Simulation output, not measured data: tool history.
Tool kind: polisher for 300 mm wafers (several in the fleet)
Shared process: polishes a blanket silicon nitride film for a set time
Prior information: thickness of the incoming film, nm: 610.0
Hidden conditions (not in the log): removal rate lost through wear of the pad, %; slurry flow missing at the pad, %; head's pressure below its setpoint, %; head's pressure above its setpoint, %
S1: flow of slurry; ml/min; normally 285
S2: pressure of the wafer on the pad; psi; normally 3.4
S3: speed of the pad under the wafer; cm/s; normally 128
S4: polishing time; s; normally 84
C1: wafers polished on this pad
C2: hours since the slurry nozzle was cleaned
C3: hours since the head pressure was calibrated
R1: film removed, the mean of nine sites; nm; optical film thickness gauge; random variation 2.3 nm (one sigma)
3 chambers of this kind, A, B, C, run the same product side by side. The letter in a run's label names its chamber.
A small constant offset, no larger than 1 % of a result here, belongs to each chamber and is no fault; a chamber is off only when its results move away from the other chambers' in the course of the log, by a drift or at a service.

run   hour   S1   S2   S3  S4    C1     C2     C3      R1
 1B    4.5  285  3.4  128  84   799  667.1  243.4  175.65
       9.1  -- chamber C: head pressure recalibrated
 2A   12.8  285  3.4  128  84   162  200.2  286.1   170.7
      13.8  -- chamber B: worn pad replaced by a new one
 3C   20.5  285  3.4  128  84   946  108.4   11.4  171.57
      24.8  -- chamber C: worn pad replaced by a new one
 4C   26.6  285  3.4  128  84    19  114.5   17.5  170.44
 5B   32.8  285  3.4  128  84   201  695.4  271.7  172.91
 6A   37.6  285  3.4  128  84   424    225  310.9   172.9
 7C   46.4  285  3.9  162  84   228  134.3   37.3  240.58
 8A     55  285  3.9  162  84   608  242.4  328.3  234.19
 9B   59.8  285  3.9  162  84   486  722.4  298.7   241.8
10A   68.8  285  3.4  128  84   754  256.2  342.1   167.8
11B     73  285  3.4  128  84   626  735.6  311.9   172.6
12C   82.2  285  3.4  108  84   607  170.1   73.1  145.78
13C   88.7  285  3.4  108  84   675  176.6   79.6  151.93
14B     97  285  3.4  108  84   879  759.6  335.9  151.05
     103.6  -- chamber B: worn pad replaced by a new one
15A  105.6  285  3.4   94  66  1142    293  378.9  100.27
     106.6  -- chamber A: worn pad replaced by a new one
     112.7  -- chamber A: slurry nozzle cleaned
16C    114  285  3.4   94  66   943  201.9  104.9  104.55
17B  119.1  285  3.4   94  66   163  781.7    358  104.08
18A  124.7  285  3.4  128  84   191     12    398  167.95
19C  129.5  330  2.9  128  84  1106  217.4  120.4  149.63
     134.6  -- chamber C: worn pad replaced by a new one
20A  135.3  330  2.9  128  84   303   22.6  408.6  143.38
21B  142.9  330  2.9  128  84   415  805.5  381.8     147
22B  147.4  285  3.4  128  84   462    810  386.3  173.56
23A    155  285  3.4  128  84   512   42.3  428.3  157.13
24C  163.3  285  3.4  128  84   304  251.2  154.2  170.02
25B  170.8  285  3.4  128  84   709  833.4  409.7  170.66
26A  177.7  285  3.4  128  84   751     65    451  160.83
27C    186  285  3.4  102  94   543  273.9  176.9     157
28B  191.9  285  3.4  102  94   932  854.5  430.8   159.3
29A  198.4  285  3.4  102  94   970   85.7  471.7  148.96

What goes on in this fleet: one chamber off, a drifting gauge, or nothing beyond the chambers' own small offsets? Name the chamber and the cause, if any.

One chamber, A, drifts off from the rest bit by bit.
Cause: head's pressure below its setpoint, % = 7.49.

Chamber A could run next with any of the 4 candidate recipes listed below; each alters the usual settings, and their results appear as question marks. Which one brings its results back in line with what the other chambers deliver on the usual settings?
Allowed miss from the other chambers' usual-settings mean, per result, to count as in line: R1 8.2 nm
30A-1   205  290  3.4  142  84               ?
30A-2   205  285  3.2  122  78               ?
30A-3   205  285  3.6  134  90               ?
30A-4   205  285  3.4  122  80               ?

Usual-settings mean across the other chambers: R1 172.49 nm
  run      R1
30A-1  173.01
30A-2  133.96
30A-3  186.99
30A-4  145.84
The right change is 30A-1: it brings the chamber back within the allowed miss of the others.

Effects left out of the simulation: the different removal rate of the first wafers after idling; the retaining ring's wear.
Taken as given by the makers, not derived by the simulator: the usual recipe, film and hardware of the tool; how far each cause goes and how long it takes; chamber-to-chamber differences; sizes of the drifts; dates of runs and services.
